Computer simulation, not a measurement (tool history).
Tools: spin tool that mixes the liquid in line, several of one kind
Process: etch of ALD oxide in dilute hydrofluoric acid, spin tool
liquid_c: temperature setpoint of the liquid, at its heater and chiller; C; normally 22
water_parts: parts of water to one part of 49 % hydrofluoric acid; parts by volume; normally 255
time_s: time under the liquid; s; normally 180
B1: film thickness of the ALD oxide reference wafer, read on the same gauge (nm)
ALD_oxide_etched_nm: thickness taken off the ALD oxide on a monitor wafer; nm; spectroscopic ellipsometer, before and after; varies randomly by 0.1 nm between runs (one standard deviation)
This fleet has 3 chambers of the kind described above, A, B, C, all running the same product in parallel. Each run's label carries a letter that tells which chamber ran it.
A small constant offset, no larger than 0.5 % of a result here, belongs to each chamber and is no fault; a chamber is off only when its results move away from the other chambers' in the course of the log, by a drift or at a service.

{"run": "1A", "hour": 8.2, "liquid_c": 22, "water_parts": 255, "time_s": 180, "B1": 50.007, "ALD_oxide_etched_nm": 12.245}
{"run": "2B", "hour": 22.8, "liquid_c": 22, "water_parts": 255, "time_s": 180, "B1": 50.018, "ALD_oxide_etched_nm": 12.147}
{"run": "3C", "hour": 39.2, "liquid_c": 22, "water_parts": 255, "time_s": 180, "B1": 49.994, "ALD_oxide_etched_nm": 12.096}
{"hour": 40.9, "done": "chamber A: thermometer replaced"}
{"run": "4C", "hour": 49.6, "liquid_c": 22, "water_parts": 255, "time_s": 180, "B1": 49.998, "ALD_oxide_etched_nm": 12.163}
{"run": "5A", "hour": 65.9, "liquid_c": 17.5, "water_parts": 370, "time_s": 180, "B1": 50.012, "ALD_oxide_etched_nm": 6.3087}
{"run": "6B", "hour": 73.1, "liquid_c": 17.5, "water_parts": 370, "time_s": 180, "B1": 50.025, "ALD_oxide_etched_nm": 6.4971}
{"run": "7A", "hour": 80.3, "liquid_c": 17.5, "water_parts": 370, "time_s": 180, "B1": 50, "ALD_oxide_etched_nm": 6.3501}
{"run": "8C", "hour": 93.5, "liquid_c": 22, "water_parts": 255, "time_s": 180, "B1": 49.98, "ALD_oxide_etched_nm": 12.151}
{"run": "9B", "hour": 106.2, "liquid_c": 22, "water_parts": 255, "time_s": 180, "B1": 49.979, "ALD_oxide_etched_nm": 11.944}
{"run": "10B", "hour": 118.6, "liquid_c": 22, "water_parts": 255, "time_s": 180, "B1": 50.014, "ALD_oxide_etched_nm": 12.134}
{"run": "11A", "hour": 130.4, "liquid_c": 22, "water_parts": 255, "time_s": 180, "B1": 50.022, "ALD_oxide_etched_nm": 12.361}
{"run": "12C", "hour": 144.4, "liquid_c": 22, "water_parts": 255, "time_s": 180, "B1": 49.956, "ALD_oxide_etched_nm": 12.066}
{"run": "13B", "hour": 159.7, "liquid_c": 22, "water_parts": 255, "time_s": 180, "B1": 49.995, "ALD_oxide_etched_nm": 12.119}
{"run": "14C", "hour": 175.2, "liquid_c": 22, "water_parts": 255, "time_s": 180, "B1": 49.983, "ALD_oxide_etched_nm": 11.999}
{"run": "15A", "hour": 184.9, "liquid_c": 22, "water_parts": 255, "time_s": 180, "B1": 50.005, "ALD_oxide_etched_nm": 12.206}
{"run": "16C", "hour": 195.9, "liquid_c": 22, "water_parts": 255, "time_s": 180, "B1": 50.018, "ALD_oxide_etched_nm": 12.02}
{"run": "17B", "hour": 208.5, "liquid_c": 22, "water_parts": 255, "time_s": 180, "B1": 49.993, "ALD_oxide_etched_nm": 12.073}
{"run": "18A", "hour": 223.1, "liquid_c": 22, "water_parts": 255, "time_s": 180, "B1": 49.957, "ALD_oxide_etched_nm": 12.054}
{"run": "19A", "hour": 233.0, "liquid_c": 22, "water_parts": 255, "time_s": 180, "B1": 50.02, "ALD_oxide_etched_nm": 12.02}
{"run": "20B", "hour": 242.9, "liquid_c": 17.5, "water_parts": 330, "time_s": 180, "B1": 49.964, "ALD_oxide_etched_nm": 7.3231}
{"run": "21C", "hour": 253.6, "liquid_c": 17.5, "water_parts": 330, "time_s": 180, "B1": 49.987, "ALD_oxide_etched_nm": 7.3748}
{"run": "22C", "hour": 269.4, "liquid_c": 17.5, "water_parts": 330, "time_s": 180, "B1": 49.961, "ALD_oxide_etched_nm": 7.4914}
{"run": "23B", "hour": 278.2, "liquid_c": 22, "water_parts": 255, "time_s": 180, "B1": 49.994, "ALD_oxide_etched_nm": 11.672}
{"run": "24A", "hour": 287.5, "liquid_c": 22, "water_parts": 255, "time_s": 180, "B1": 50.025, "ALD_oxide_etched_nm": 12.128}
{"run": "25B", "hour": 302.2, "liquid_c": 22, "water_parts": 255, "time_s": 180, "B1": 50.021, "ALD_oxide_etched_nm": 11.889}
{"run": "26A", "hour": 311.6, "liquid_c": 22, "water_parts": 255, "time_s": 180, "B1": 50.006, "ALD_oxide_etched_nm": 12.108}
{"run": "27C", "hour": 327.1, "liquid_c": 22, "water_parts": 255, "time_s": 180, "B1": 50.003, "ALD_oxide_etched_nm": 12.32}
{"run": "28B", "hour": 336.3, "liquid_c": 22, "water_parts": 255, "time_s": 180, "B1": 49.969, "ALD_oxide_etched_nm": 11.572}
{"run": "29A", "hour": 348.6, "liquid_c": 22, "water_parts": 255, "time_s": 180, "B1": 50.028, "ALD_oxide_etched_nm": 12.075}
{"run": "30C", "hour": 357.8, "liquid_c": 25.5, "water_parts": 255, "time_s": 105, "B1": 50.01, "ALD_oxide_etched_nm": 8.0404}
{"run": "31B", "hour": 368.5, "liquid_c": 25.5, "water_parts": 255, "time_s": 105, "B1": 49.968, "ALD_oxide_etched_nm": 7.6172}
{"run": "32C", "hour": 380.4, "liquid_c": 25.5, "water_parts": 255, "time_s": 105, "B1": 50.03, "ALD_oxide_etched_nm": 7.9095}
{"run": "33A", "hour": 394.8, "liquid_c": 22, "water_parts": 255, "time_s": 180, "B1": 50.003, "ALD_oxide_etched_nm": 12.217}
{"run": "34B", "hour": 402.3, "liquid_c": 22, "water_parts": 355, "time_s": 180, "B1": 50.021, "ALD_oxide_etched_nm": 7.4302}
{"run": "35C", "hour": 412.0, "liquid_c": 22, "water_parts": 355, "time_s": 180, "B1": 50.029, "ALD_oxide_etched_nm": 7.7196}
{"run": "36A", "hour": 426.3, "liquid_c": 22, "water_parts": 355, "time_s": 180, "B1": 49.979, "ALD_oxide_etched_nm": 7.8647}

Is one chamber out of step, is the gauge drifting, or do the chambers differ by no more than their own small offsets? For an off chamber, give its letter and the likeliest cause.

It is chamber B that slowly wanders off from its peers.
Most likely cause: liquid colder than its thermometer reads (K) = 1.87.
From this log alone, it may not be told apart from: hydrofluoric acid flow below the setpoint (%).

Here are 4 candidates for chamber B's next run, each the usual settings with a change, their results left as question marks. Which one brings its results back in line with what the others give on the usual settings?
Allowed miss from the other chambers' usual-settings mean, per result, to count as in line: ALD_oxide_etched_nm 0.36 nm
{"run": "37B-1", "hour": 438.0, "liquid_c": 22, "water_parts": 255, "time_s": 170, "ALD_oxide_etched_nm": "?"}
{"run": "37B-2", "hour": 438.0, "liquid_c": 21.5, "water_parts": 255, "time_s": 180, "ALD_oxide_etched_nm": "?"}
{"run": "37B-3", "hour": 438.0, "liquid_c": 22.5, "water_parts": 255, "time_s": 180, "ALD_oxide_etched_nm": "?"}
{"run": "37B-4", "hour": 438.0, "liquid_c": 22, "water_parts": 245, "time_s": 185, "ALD_oxide_etched_nm": "?"}

The other chambers' mean on the usual settings: ALD_oxide_etched_nm 12.101 nm
run=37B-1 ALD_oxide_etched_nm=10.647
run=37B-2 ALD_oxide_etched_nm=11.064
run=37B-3 ALD_oxide_etched_nm=11.481
run=37B-4 ALD_oxide_etched_nm=12.169
It is 37B-4 that realigns the chamber with its peers.
